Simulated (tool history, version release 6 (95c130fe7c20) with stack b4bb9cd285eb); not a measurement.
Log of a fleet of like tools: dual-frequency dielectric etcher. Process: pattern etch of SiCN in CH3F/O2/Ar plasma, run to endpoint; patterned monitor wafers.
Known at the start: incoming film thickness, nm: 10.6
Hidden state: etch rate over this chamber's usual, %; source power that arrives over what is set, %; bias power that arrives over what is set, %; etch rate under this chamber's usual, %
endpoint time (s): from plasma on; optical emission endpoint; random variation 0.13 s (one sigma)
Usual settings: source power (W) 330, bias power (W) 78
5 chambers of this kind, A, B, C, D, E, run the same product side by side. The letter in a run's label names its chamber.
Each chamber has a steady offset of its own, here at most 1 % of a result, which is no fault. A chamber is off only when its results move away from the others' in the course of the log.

run   hour  source power (W)  bias power (W)  hours since the last wet clean  hours since the last source power generator calibration  hours since the last bias power generator calibration  endpoint time (s)
 1B    3.9               330              78                           471.5                                                    321.6                                                    311             29.474
 2C    7.3               330              78                           276.6                                                   1991.7                                                 1378.4             29.559
 3E    9.9               330              78                           120.5                                                   1461.8                                                 2200.6             29.529
 4D   12.5               330              78                           231.4                                                   1526.8                                                 1921.1             29.334
 5A     17               330              78                            66.5                                                    421.5                                                 3743.9             29.439
 6A   20.9               330              78                            70.4                                                    425.4                                                 3747.8             29.281
 7E   24.5               330              78                           135.1                                                   1476.4                                                 2215.2             29.521
 8C   27.3               330              78                           296.6                                                   2011.7                                                 1398.4             29.334
 9B   30.5               330              78                           498.1                                                    348.2                                                  337.6             29.465
10D   33.2               330              78                           252.1                                                   1547.5                                                 1941.8              29.28
11D   35.9               290              71                           254.8                                                   1550.2                                                 1944.5             31.801
12E   38.9               290              71                           149.5                                                   1490.8                                                 2229.6             32.189
13A   43.7               290              71                            93.2                                                    448.2                                                 3770.6             31.796
14C   48.3               290              71                           317.6                                                   2032.7                                                 1419.4             31.663
15B   52.5               290              71                           520.1                                                    370.2                                                  359.6             31.733
      54.9  -- chamber B: wet clean of the chamber
16B   55.7               330              78                             0.9                                                    373.4                                                  362.8             29.452
17E   58.9               330              78                           169.5                                                   1510.8                                                 2249.6             29.714
18C   61.8               330              78                           331.1                                                   2046.2                                                 1432.9             28.915
19D   64.3               330              78                           283.2                                                   1578.6                                                 1972.9             29.562
20A     68               330              78                           117.5                                                    472.5                                                 3794.9             29.515
21E   72.3               270              62                           182.9                                                   1524.2                                                   2263             34.506
22B   74.8               270              62                              20                                                    392.5                                                  381.9             34.344
23C   79.7               270              62                             349                                                   2064.1                                                 1450.8             33.772
24D   82.8               270              62                           301.7                                                   1597.1                                                 1991.4             34.366
25A   85.6               270              62                           135.1                                                    490.1                                                 3812.5             34.575
26C   90.1               330              78                           359.4                                                   2074.5                                                 1461.2             28.657
27E   94.1               260              60                           204.7                                                     1546                                                 2284.8             35.804
28A   97.3               260              60                           146.8                                                    501.8                                                 3824.2               35.3
29D  100.4               260              60                           319.3                                                   1614.7                                                   2009              35.32
       101  -- chamber D: wet clean of the chamber
30B    103               260              60                            48.2                                                    420.7                                                  410.1             35.351
31A    106               260              60                           155.5                                                    510.5                                                 3832.9             35.398
32E  109.6               330              78                           220.2                                                   1561.5                                                 2300.3             29.764
33D  113.2               330              78                            12.2                                                   1627.5                                                 2021.8             29.591
34C  117.7               330              78                             387                                                   2102.1                                                 1488.8             28.301
35B  120.9               330              78                            66.1                                                    438.6                                                    428             29.366
36B  125.2               330              78                            70.4                                                    442.9                                                  432.3             29.246
37C  127.4               330              87                           396.7                                                   2111.8                                                 1498.5             27.271
38A    130               330              87                           179.5                                                    534.5                                                 3856.9             28.489

Is one chamber off against the others, does the gauge drift, or is nothing wrong? If a chamber is off, say which, and what the likeliest cause is.

Chamber C drifts away from the others.
Cause: etch rate over this chamber's usual, % = 3.76.

Here are 4 candidates for chamber C's next run, each the usual settings with a change, their results left as question marks. Which one brings its results back in line with what the others give on the usual settings?
In line means no further than this from the other chambers' mean on the usual settings: endpoint time (s) 0.44
39C-1  133.5               330              75                                                                                                                                                                  ?
39C-2  133.5               340              79                                                                                                                                                                  ?
39C-3  133.5               330              86                                                                                                                                                                  ?
39C-4  133.5               310              74                                                                                                                                                                  ?

The other chambers' mean on the usual settings: endpoint time (s) 29.422
  run  endpoint time (s)
39C-1             28.811
39C-2             27.964
39C-3             27.405
39C-4             29.628
39C-4 brings the chamber back in line.
